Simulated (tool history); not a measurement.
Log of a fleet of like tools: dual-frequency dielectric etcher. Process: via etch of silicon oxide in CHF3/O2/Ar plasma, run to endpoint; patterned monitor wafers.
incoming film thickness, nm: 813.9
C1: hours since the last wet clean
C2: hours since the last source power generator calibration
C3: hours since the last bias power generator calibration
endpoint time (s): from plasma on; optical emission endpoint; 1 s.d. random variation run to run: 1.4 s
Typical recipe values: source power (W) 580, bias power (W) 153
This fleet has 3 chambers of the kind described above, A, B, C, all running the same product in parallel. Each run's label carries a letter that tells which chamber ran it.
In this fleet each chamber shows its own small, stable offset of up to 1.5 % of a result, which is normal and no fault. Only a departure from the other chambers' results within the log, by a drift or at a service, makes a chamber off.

run 1A hour=3.3 | source_power_(W)=580 bias_power_(W)=153 | C1=484.5 C2=1516.6 C3=710.6 | endpoint_time_(s)=445.03
run 2B hour=7.2 | source_power_(W)=580 bias_power_(W)=153 | C1=202.1 C2=916.6 C3=2967 | endpoint_time_(s)=436.44
run 3C hour=11 | source_power_(W)=580 bias_power_(W)=153 | C1=34.9 C2=3526.1 C3=4050.1 | endpoint_time_(s)=443.05
-- hour=11.7 chamber A: wet clean of the chamber
run 4A hour=13.7 | source_power_(W)=580 bias_power_(W)=153 | C1=2 C2=1527 C3=721 | endpoint_time_(s)=445.33
run 5C hour=17.5 | source_power_(W)=580 bias_power_(W)=153 | C1=41.4 C2=3532.6 C3=4056.6 | endpoint_time_(s)=444.79
run 6B hour=20.4 | source_power_(W)=580 bias_power_(W)=153 | C1=215.3 C2=929.8 C3=2980.2 | endpoint_time_(s)=434.29
run 7B hour=22.7 | source_power_(W)=580 bias_power_(W)=153 | C1=217.6 C2=932.1 C3=2982.5 | endpoint_time_(s)=436.61
run 8A hour=25.3 | source_power_(W)=580 bias_power_(W)=153 | C1=13.6 C2=1538.6 C3=732.6 | endpoint_time_(s)=444.46
run 9C hour=28.9 | source_power_(W)=580 bias_power_(W)=153 | C1=52.8 C2=3544 C3=4068 | endpoint_time_(s)=444.63
run 10C hour=31 | source_power_(W)=580 bias_power_(W)=153 | C1=54.9 C2=3546.1 C3=4070.1 | endpoint_time_(s)=445.29
run 11B hour=33.8 | source_power_(W)=580 bias_power_(W)=132 | C1=228.7 C2=943.2 C3=2993.6 | endpoint_time_(s)=455.9
run 12A hour=35.9 | source_power_(W)=580 bias_power_(W)=132 | C1=24.2 C2=1549.2 C3=743.2 | endpoint_time_(s)=464.56
run 13A hour=38.6 | source_power_(W)=580 bias_power_(W)=132 | C1=26.9 C2=1551.9 C3=745.9 | endpoint_time_(s)=465.92
run 14C hour=42.3 | source_power_(W)=580 bias_power_(W)=153 | C1=66.2 C2=3557.4 C3=4081.4 | endpoint_time_(s)=444.69
run 15B hour=46.7 | source_power_(W)=580 bias_power_(W)=153 | C1=241.6 C2=956.1 C3=3006.5 | endpoint_time_(s)=438.21
run 16A hour=51 | source_power_(W)=580 bias_power_(W)=153 | C1=39.3 C2=1564.3 C3=758.3 | endpoint_time_(s)=445.88
run 17B hour=55.3 | source_power_(W)=580 bias_power_(W)=153 | C1=250.2 C2=964.7 C3=3015.1 | endpoint_time_(s)=434.66
run 18C hour=58.4 | source_power_(W)=580 bias_power_(W)=153 | C1=82.3 C2=3573.5 C3=4097.5 | endpoint_time_(s)=445.42
run 19B hour=60.4 | source_power_(W)=580 bias_power_(W)=153 | C1=255.3 C2=969.8 C3=3020.2 | endpoint_time_(s)=436.02
run 20C hour=64.1 | source_power_(W)=580 bias_power_(W)=153 | C1=88 C2=3579.2 C3=4103.2 | endpoint_time_(s)=445.82
run 21A hour=68.5 | source_power_(W)=580 bias_power_(W)=153 | C1=56.8 C2=1581.8 C3=775.8 | endpoint_time_(s)=445.79
run 22B hour=71.2 | source_power_(W)=580 bias_power_(W)=153 | C1=266.1 C2=980.6 C3=3031 | endpoint_time_(s)=433.66
run 23A hour=74.3 | source_power_(W)=580 bias_power_(W)=153 | C1=62.6 C2=1587.6 C3=781.6 | endpoint_time_(s)=442.1
run 24C hour=76.9 | source_power_(W)=580 bias_power_(W)=153 | C1=100.8 C2=3592 C3=4116 | endpoint_time_(s)=444.12
run 25A hour=80 | source_power_(W)=580 bias_power_(W)=153 | C1=68.3 C2=1593.3 C3=787.3 | endpoint_time_(s)=444.34
run 26B hour=82.1 | source_power_(W)=580 bias_power_(W)=153 | C1=277 C2=991.5 C3=3041.9 | endpoint_time_(s)=435.59
run 27C hour=84 | source_power_(W)=580 bias_power_(W)=153 | C1=107.9 C2=3599.1 C3=4123.1 | endpoint_time_(s)=442.45
run 28B hour=86 | source_power_(W)=580 bias_power_(W)=153 | C1=280.9 C2=995.4 C3=3045.8 | endpoint_time_(s)=436.42
run 29C hour=88.7 | source_power_(W)=580 bias_power_(W)=153 | C1=112.6 C2=3603.8 C3=4127.8 | endpoint_time_(s)=443.48
run 30A hour=91.5 | source_power_(W)=580 bias_power_(W)=153 | C1=79.8 C2=1604.8 C3=798.8 | endpoint_time_(s)=444.58
run 31A hour=94 | source_power_(W)=580 bias_power_(W)=153 | C1=82.3 C2=1607.3 C3=801.3 | endpoint_time_(s)=446.36
run 32B hour=97 | source_power_(W)=580 bias_power_(W)=153 | C1=291.9 C2=1006.4 C3=3056.8 | endpoint_time_(s)=435.76
run 33C hour=99.4 | source_power_(W)=580 bias_power_(W)=153 | C1=123.3 C2=3614.5 C3=4138.5 | endpoint_time_(s)=445.49
run 34B hour=102.9 | source_power_(W)=580 bias_power_(W)=153 | C1=297.8 C2=1012.3 C3=3062.7 | endpoint_time_(s)=436.7
run 35A hour=106.4 | source_power_(W)=580 bias_power_(W)=153 | C1=94.7 C2=1619.7 C3=813.7 | endpoint_time_(s)=444.97
run 36C hour=109.1 | source_power_(W)=460 bias_power_(W)=173 | C1=133 C2=3624.2 C3=4148.2 | endpoint_time_(s)=465.55
run 37B hour=112.5 | source_power_(W)=460 bias_power_(W)=173 | C1=307.4 C2=1021.9 C3=3072.3 | endpoint_time_(s)=458.48
run 38C hour=115.6 | source_power_(W)=460 bias_power_(W)=173 | C1=139.5 C2=3630.7 C3=4154.7 | endpoint_time_(s)=465.83
run 39A hour=118.1 | source_power_(W)=580 bias_power_(W)=153 | C1=106.4 C2=1631.4 C3=825.4 | endpoint_time_(s)=446.99
run 40A hour=121 | source_power_(W)=630 bias_power_(W)=169 | C1=109.3 C2=1634.3 C3=828.3 | endpoint_time_(s)=417.93

The same settings go to every chamber for the next run, one line per chamber below. Forecast the results for each:
run 41A hour=124.1 | source_power_(W)=580 bias_power_(W)=153 | endpoint_time_(s)=?
run 41B hour=124.1 | source_power_(W)=580 bias_power_(W)=153 | endpoint_time_(s)=?
run 41C hour=124.1 | source_power_(W)=580 bias_power_(W)=153 | endpoint_time_(s)=?

run=41A endpoint_time_(s)=444.51
run=41B endpoint_time_(s)=436.66
run=41C endpoint_time_(s)=442.86
